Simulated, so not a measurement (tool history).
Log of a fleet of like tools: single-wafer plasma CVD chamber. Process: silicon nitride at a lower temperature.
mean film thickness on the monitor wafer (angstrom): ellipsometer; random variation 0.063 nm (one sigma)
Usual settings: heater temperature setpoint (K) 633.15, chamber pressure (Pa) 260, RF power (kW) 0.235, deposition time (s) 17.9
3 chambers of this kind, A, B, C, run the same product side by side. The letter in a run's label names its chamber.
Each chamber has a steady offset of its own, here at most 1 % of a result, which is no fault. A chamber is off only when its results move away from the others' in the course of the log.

run   hour  heater temperature setpoint (K)  chamber pressure (Pa)  RF power (kW)  deposition time (s)  read-back reference wafer on the same gauge, thickness_nm  mean film thickness on the monitor wafer (angstrom)
 1B    9.6                           633.15                    260          0.235                 17.9                                                     21.286                                               186.92
 2C   19.3                           633.15                    260          0.235                 17.9                                                     21.305                                               186.22
 3A   28.8                           633.15                    260          0.235                 17.9                                                     21.317                                               186.41
 4C   36.6                           633.15                    260          0.235                 17.9                                                     21.305                                               184.66
 5B     45                           633.15                    260          0.235                 17.9                                                     21.296                                               188.05
 6A   54.3                           633.15                    260          0.235                 17.9                                                     21.307                                               185.49
      56.8  -- chamber C: RF generator calibrated
 7C   59.9                           633.15                    200          0.235                 17.9                                                     21.285                                               173.09
 8A   67.7                           633.15                    200          0.235                 17.9                                                     21.312                                                173.4
 9B   73.6                           633.15                    200          0.235                 17.9                                                     21.284                                               174.59
10B   79.8                           633.15                    260          0.235                 17.9                                                     21.317                                               186.57
11C   84.4                           633.15                    260          0.235                 17.9                                                     21.297                                               184.97
12A   93.1                           633.15                    260          0.235                 17.9                                                     21.302                                                185.8
13A   98.4                           633.15                    260          0.235                 17.9                                                     21.298                                               185.36
14C  108.6                           633.15                    260          0.235                 17.9                                                     21.299                                               183.68
15B    117                           633.15                    260          0.235                 17.9                                                     21.303                                               186.95
16A  125.8                           633.15                    260          0.235                 17.9                                                       21.3                                               185.98
17C    136                           633.15                    260          0.235                 17.9                                                     21.318                                               182.98
18B  146.1                           633.15                    260          0.235                 17.9                                                     21.295                                               186.66
19A  152.2                           633.15                    260          0.235                 17.9                                                     21.305                                               185.74
20B  159.6                           633.15                    260          0.235                 17.9                                                     21.298                                               187.38
21C  167.2                           633.15                    260          0.235                 17.9                                                     21.311                                               184.28
     170.2  -- chamber A: RF generator calibrated
22A  171.9                           633.15                    260          0.235                 17.9                                                     21.311                                               186.28
23C  178.6                           633.15                    260          0.235                 17.9                                                     21.318                                               182.87
24B  184.7                           633.15                    260          0.235                 17.9                                                     21.304                                               186.66
25C  194.7                           633.15                    260          0.235                 17.9                                                     21.302                                               183.45
26A  203.6                           633.15                    260          0.235                 17.9                                                     21.323                                               185.58
27B  209.4                           633.15                    260          0.235                 17.9                                                     21.297                                               186.54
28B  216.9                           633.15                    260          0.235                 17.9                                                     21.296                                               187.08
29C  222.6                           633.15                    260          0.235                 17.9                                                     21.294                                               182.38
30A  229.4                           633.15                    260          0.235                 17.9                                                     21.311                                               185.88
31A  237.7                           633.15                    260          0.235                 17.9                                                       21.3                                               185.89
32B  245.8                           633.15                    260          0.235                 17.9                                                      21.31                                               187.06
33C  251.2                           633.15                    260          0.235                 17.9                                                     21.327                                               180.83
34A  256.8                           633.15                    260          0.235                 17.9                                                     21.294                                               186.97
35C  262.9                           633.15                    260          0.235                 17.9                                                     21.297                                               181.68
36B  268.5                           633.15                    260          0.235                 17.9                                                     21.316                                               186.49
37A  273.8                           633.15                    241          0.265                 17.9                                                     21.311                                               199.08

All 3 chambers run these settings next. Forecast each chamber's results:
38A  281.2                           633.15                    260          0.235                 17.9                                                                                                               ?
38B  281.2                           633.15                    260          0.235                 17.9                                                                                                               ?
38C  281.2                           633.15                    260          0.235                 17.9                                                                                                               ?

run  mean film thickness on the monitor wafer (angstrom)
38A                                               185.62
38B                                               186.49
38C                                               180.88

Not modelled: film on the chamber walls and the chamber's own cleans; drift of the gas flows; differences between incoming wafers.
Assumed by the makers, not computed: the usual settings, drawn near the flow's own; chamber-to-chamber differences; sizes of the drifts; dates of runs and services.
